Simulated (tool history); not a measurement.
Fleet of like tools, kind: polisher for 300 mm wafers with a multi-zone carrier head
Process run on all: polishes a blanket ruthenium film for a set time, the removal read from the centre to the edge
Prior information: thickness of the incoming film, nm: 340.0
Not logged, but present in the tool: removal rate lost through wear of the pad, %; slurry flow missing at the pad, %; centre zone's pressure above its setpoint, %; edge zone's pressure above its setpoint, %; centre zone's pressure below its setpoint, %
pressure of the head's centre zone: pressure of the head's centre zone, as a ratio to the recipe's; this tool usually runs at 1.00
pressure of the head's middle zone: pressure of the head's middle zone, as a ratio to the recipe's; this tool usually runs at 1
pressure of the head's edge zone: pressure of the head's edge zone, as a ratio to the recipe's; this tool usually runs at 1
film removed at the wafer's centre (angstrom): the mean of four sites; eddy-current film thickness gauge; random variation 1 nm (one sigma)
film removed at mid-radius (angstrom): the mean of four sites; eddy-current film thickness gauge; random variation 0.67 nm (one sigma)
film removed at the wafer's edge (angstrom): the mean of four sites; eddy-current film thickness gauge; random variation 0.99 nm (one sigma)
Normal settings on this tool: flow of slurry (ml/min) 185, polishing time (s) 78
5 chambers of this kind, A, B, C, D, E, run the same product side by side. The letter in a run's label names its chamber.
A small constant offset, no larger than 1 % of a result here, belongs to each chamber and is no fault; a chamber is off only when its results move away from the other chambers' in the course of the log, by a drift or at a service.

run	hour	flow of slurry (ml/min)	pressure of the head's centre zone	pressure of the head's middle zone	pressure of the head's edge zone	polishing time (s)	wafers polished on this pad	hours since the slurry nozzle was cleaned	hours since the centre zone pressure was calibrated	hours since the edge zone pressure was calibrated	film removed at the wafer's centre (angstrom)	film removed at mid-radius (angstrom)	film removed at the wafer's edge (angstrom)
1D	9.0	185	1.00	1	1	78	690	520.6	963.1	59.3	750.43	757.32	758.79
# hour 9.6: chamber E: worn pad replaced by a new one
2E	20.2	185	1.00	1	1	78	97	178.7	397.3	316.4	760.14	760.90	743.30
3C	27.1	185	1.00	1	1	78	525	235.7	423.2	548.2	734.57	752.75	749.46
4A	36.2	185	1.00	1	1	78	403	55.9	933.1	798.1	738.84	753.94	763.90
# hour 39.9: chamber D: slurry nozzle cleaned
5B	43.5	185	1.00	1	1	78	515	303.6	237.9	341.1	738.23	752.07	762.83
6A	53.7	185	1.00	1	1	78	564	73.4	950.6	815.6	758.55	751.07	754.78
7C	64.4	185	1.00	1	1	78	868	273.0	460.5	585.5	746.99	765.78	749.62
8D	70.3	185	1.00	1	1	78	1254	30.5	1024.4	120.6	752.95	763.43	748.32
9E	75.7	185	1.00	1	1	78	608	234.2	452.8	371.9	763.38	764.95	750.87
# hour 82.4: chamber D: centre zone pressure recalibrated
10B	84.2	185	1.00	1	1	78	889	344.3	278.6	381.8	768.58	752.25	763.68
11C	94.1	185	1.00	1	1	78	1142	302.7	490.2	615.2	744.11	747.01	759.83
12B	99.6	185	1.00	1	1	78	1031	359.7	294.0	397.2	748.04	754.67	746.88
# hour 100.3: chamber D: worn pad replaced by a new one
# hour 105.6: chamber A: worn pad replaced by a new one
13E	106.2	185	1.00	1	1	78	888	264.7	483.3	402.4	746.27	746.24	754.96
# hour 108.3: chamber B: centre zone pressure recalibrated
14D	116.2	185	1.00	1	1	78	146	76.4	33.9	166.5	739.22	754.30	750.23
# hour 116.6: chamber C: worn pad replaced by a new one
# hour 116.8: chamber B: worn pad replaced by a new one
# hour 122.4: chamber E: worn pad replaced by a new one
15A	124.5	185	1.00	1	1	78	174	144.2	1021.4	886.4	747.81	765.22	748.39
16A	131.2	185	1.00	1	1	78	235	150.9	1028.1	893.1	750.46	767.44	744.31
17D	136.9	185	1.00	1	1	54	337	97.1	54.6	187.2	520.34	520.08	518.95
18C	145.2	185	1.00	1	1	54	263	353.8	541.3	666.3	524.98	531.95	520.55
19E	151.1	185	1.00	1	1	54	263	309.6	528.2	447.3	525.64	515.62	526.16
20B	161.4	185	1.00	1	1	54	410	421.5	53.2	459.0	518.53	518.53	520.59
21D	168.6	185	1.00	1	1	54	628	128.8	86.3	218.9	504.73	523.26	513.87
22A	174.6	185	1.00	1	1	78	634	194.3	1071.5	936.5	743.61	749.17	739.53
23B	183.6	185	1.00	1	1	78	615	443.7	75.4	481.2	726.75	753.88	752.05
24C	194.9	185	1.00	1	1	78	720	403.5	591.0	716.0	760.67	760.88	739.78
# hour 199.3: chamber B: slurry nozzle cleaned
25E	204.4	155	0.88	1	1	78	754	362.9	581.5	500.6	634.60	739.01	734.77
26E	214.8	155	0.88	1	1	78	849	373.3	591.9	511.0	647.42	722.31	744.43
# hour 217.8: chamber A: edge zone pressure recalibrated
# hour 220.8: chamber A: slurry nozzle cleaned
27D	220.9	155	0.88	1	1	78	1109	181.1	138.6	271.2	637.54	734.30	739.05
# hour 223.2: chamber E: worn pad replaced by a new one
28C	227.4	155	0.88	1	1	78	1019	436.0	623.5	748.5	635.44	724.05	728.93
# hour 235.5: chamber A: worn pad replaced by a new one
29A	237.7	155	0.88	1	1	78	21	16.9	1134.6	19.9	639.27	747.23	705.91
30B	248.1	185	1.00	1	1	78	1208	48.9	139.9	545.7	756.10	750.60	748.73
31C	254.8	185	1.00	1	1	78	1271	463.4	650.9	775.9	757.46	751.32	743.02
# hour 258.8: chamber D: worn pad replaced by a new one
32B	259.6	185	1.00	1	1	78	1314	60.4	151.4	557.2	737.51	737.27	736.52
33E	267.6	185	1.00	1	1	78	408	426.1	644.7	563.8	757.23	764.47	754.73
# hour 272.6: chamber C: worn pad replaced by a new one
34D	276.1	185	1.00	1	1	78	159	236.3	193.8	326.4	757.16	761.47	769.52
# hour 278.2: chamber B: worn pad replaced by a new one
35A	283.9	185	1.00	1	1	78	446	63.1	1180.8	66.1	730.96	760.51	749.85
36B	288.8	185	1.00	1	1	78	98	89.6	180.6	586.4	743.49	741.28	760.37
37A	296.3	185	1.00	1	1	78	560	75.5	1193.2	78.5	744.98	760.42	749.76
38C	303.4	185	1.00	1	1	78	284	512.0	699.5	824.5	763.66	759.48	721.07

Next, all 5 chambers run the settings below, one line each with question marks for the results. What does each chamber give?
39A	311.5	185	1.00	1	1	78					?	?	?
39B	311.5	185	1.00	1	1	78					?	?	?
39C	311.5	185	1.00	1	1	78					?	?	?
39D	311.5	185	1.00	1	1	78					?	?	?
39E	311.5	185	1.00	1	1	78					?	?	?

run	film removed at the wafer's centre (angstrom)	film removed at mid-radius (angstrom)	film removed at the wafer's edge (angstrom)
39A	752.86	761.84	738.89
39B	728.26	748.46	752.87
39C	734.08	759.77	762.76
39D	761.45	750.82	763.14
39E	754.91	768.12	756.24

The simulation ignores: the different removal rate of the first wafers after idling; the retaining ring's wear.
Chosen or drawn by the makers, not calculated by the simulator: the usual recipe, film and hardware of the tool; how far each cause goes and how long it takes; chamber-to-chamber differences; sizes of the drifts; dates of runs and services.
